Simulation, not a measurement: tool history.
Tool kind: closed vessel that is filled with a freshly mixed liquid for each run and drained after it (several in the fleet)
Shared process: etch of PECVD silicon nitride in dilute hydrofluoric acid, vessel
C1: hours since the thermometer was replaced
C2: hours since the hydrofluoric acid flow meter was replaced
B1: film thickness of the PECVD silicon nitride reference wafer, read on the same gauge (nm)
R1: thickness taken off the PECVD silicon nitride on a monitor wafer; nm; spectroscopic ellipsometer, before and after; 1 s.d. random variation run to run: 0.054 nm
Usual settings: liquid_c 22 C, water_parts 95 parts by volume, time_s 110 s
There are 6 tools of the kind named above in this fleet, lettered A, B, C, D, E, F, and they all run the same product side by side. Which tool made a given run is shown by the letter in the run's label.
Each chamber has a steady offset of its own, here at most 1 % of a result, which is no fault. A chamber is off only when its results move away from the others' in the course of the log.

At day 0.029: chamber C: thermometer replaced.
Run 1D, day 0.45: usual settings; C1 949.3; C2 1663.9; B1 109.97. Result: R1 5.6404 nm.
Run 2B, day 0.721: usual settings; C1 461.7; C2 431.9; B1 109.94. Result: R1 5.707 nm.
Run 3F, day 1.142: usual settings; C1 136.9; C2 117.3; B1 110. Result: R1 5.7307 nm.
Run 4E, day 1.354: usual settings; C1 1629.3; C2 295; B1 109.98. Result: R1 5.7832 nm.
Run 5C, day 1.746: usual settings; C1 41.3; C2 182.6; B1 110. Result: R1 5.6835 nm.
Run 6A, day 2.004: usual settings; C1 1409.3; C2 1543.2; B1 110.01. Result: R1 5.858 nm.
Run 7F, day 2.354: usual settings; C1 166; C2 146.4; B1 109.98. Result: R1 5.7149 nm.
Run 8E, day 2.742: usual settings; C1 1662.6; C2 328.3; B1 109.96. Result: R1 5.7776 nm.
Run 9B, day 3.058: usual settings; C1 517.8; C2 488; B1 109.96. Result: R1 5.7714 nm.
Run 10A, day 3.371: usual settings; C1 1442.1; C2 1576; B1 109.97. Result: R1 5.745 nm.
Run 11C, day 3.675: usual settings but liquid_c 20.5 C, time_s 80 s; C1 87.6; C2 228.9; B1 110.05. Result: R1 3.8274 nm.
Run 12D, day 3.892: usual settings but liquid_c 20.5 C, time_s 80 s; C1 1031.9; C2 1746.5; B1 109.99. Result: R1 3.7439 nm.
Run 13A, day 4.3: usual settings but liquid_c 20.5 C, time_s 80 s; C1 1464.4; C2 1598.3; B1 109.98. Result: R1 3.8106 nm.
Run 14E, day 4.692: usual settings but liquid_c 20.5 C, time_s 80 s; C1 1709.4; C2 375.1; B1 109.97. Result: R1 3.6744 nm.
Run 15B, day 4.896: usual settings but liquid_c 20.5 C, time_s 80 s; C1 561.9; C2 532.1; B1 110.01. Result: R1 3.8781 nm.
Run 16C, day 5.129: usual settings but liquid_c 20.5 C, time_s 80 s; C1 122.5; C2 263.8; B1 109.99. Result: R1 3.8058 nm.
Run 17D, day 5.538: usual settings; C1 1071.4; C2 1786; B1 109.98. Result: R1 5.6918 nm.
Run 18F, day 5.912: usual settings; C1 251.4; C2 231.8; B1 109.99. Result: R1 5.6415 nm.
Run 19A, day 6.129: usual settings; C1 1508.3; C2 1642.2; B1 109.98. Result: R1 5.7761 nm.
Run 20E, day 6.554: usual settings; C1 1754.1; C2 419.8; B1 110.01. Result: R1 5.7694 nm.
Run 21B, day 6.758: usual settings; C1 606.6; C2 576.8; B1 110. Result: R1 6.1229 nm.
Run 22C, day 7.096: usual settings; C1 169.7; C2 311; B1 109.95. Result: R1 5.8099 nm.
Run 23D, day 7.421: usual settings; C1 1116.6; C2 1831.2; B1 110. Result: R1 5.6899 nm.
Run 24F, day 7.625: usual settings; C1 292.5; C2 272.9; B1 110. Result: R1 5.7152 nm.
Run 25C, day 7.979: usual settings; C1 190.9; C2 332.2; B1 110.03. Result: R1 5.8416 nm.
Run 26E, day 8.283: usual settings but time_s 50 s; C1 1795.6; C2 461.3; B1 109.99. Result: R1 2.6016 nm.
Run 27B, day 8.742: usual settings but time_s 50 s; C1 654.2; C2 624.4; B1 110. Result: R1 2.7908 nm.
Run 28F, day 8.946: usual settings but time_s 50 s; C1 324.2; C2 304.6; B1 110.01. Result: R1 2.5617 nm.
Run 29A, day 9.308: usual settings but time_s 50 s; C1 1584.6; C2 1718.5; B1 109.98. Result: R1 2.6491 nm.
Run 30D, day 9.738: usual settings but time_s 50 s; C1 1172.2; C2 1886.8; B1 109.99. Result: R1 2.6247 nm.
Run 31E, day 10.012: usual settings but time_s 50 s; C1 1837.1; C2 502.8; B1 110.02. Result: R1 2.6033 nm.
Run 32F, day 10.396: usual settings but liquid_c 17.5 C; C1 359; C2 339.4; B1 109.99. Result: R1 4.2072 nm.
Run 33D, day 10.846: usual settings but liquid_c 17.5 C; C1 1198.8; C2 1913.4; B1 110. Result: R1 4.178 nm.
Run 34B, day 11.146: usual settings but liquid_c 17.5 C; C1 711.9; C2 682.1; B1 110.03. Result: R1 4.6003 nm.
Run 35A, day 11.412: usual settings but liquid_c 17.5 C; C1 1635.1; C2 1769; B1 109.98. Result: R1 4.3246 nm.
Run 36C, day 11.8: usual settings but liquid_c 17.5 C; C1 282.6; C2 423.9; B1 110.02. Result: R1 4.2415 nm.

The same settings go to every chamber for the next run, one line per chamber below. Forecast the results for each:
Run 37A, day 12.133: usual settings. Result: R1 ?.
Run 37B, day 12.133: usual settings. Result: R1 ?.
Run 37C, day 12.133: usual settings. Result: R1 ?.
Run 37D, day 12.133: usual settings. Result: R1 ?.
Run 37E, day 12.133: usual settings. Result: R1 ?.
Run 37F, day 12.133: usual settings. Result: R1 ?.

run      R1
37A  5.7036
37B   6.319
37C  5.6801
37D   5.753
37E  5.6805
37F  5.7322
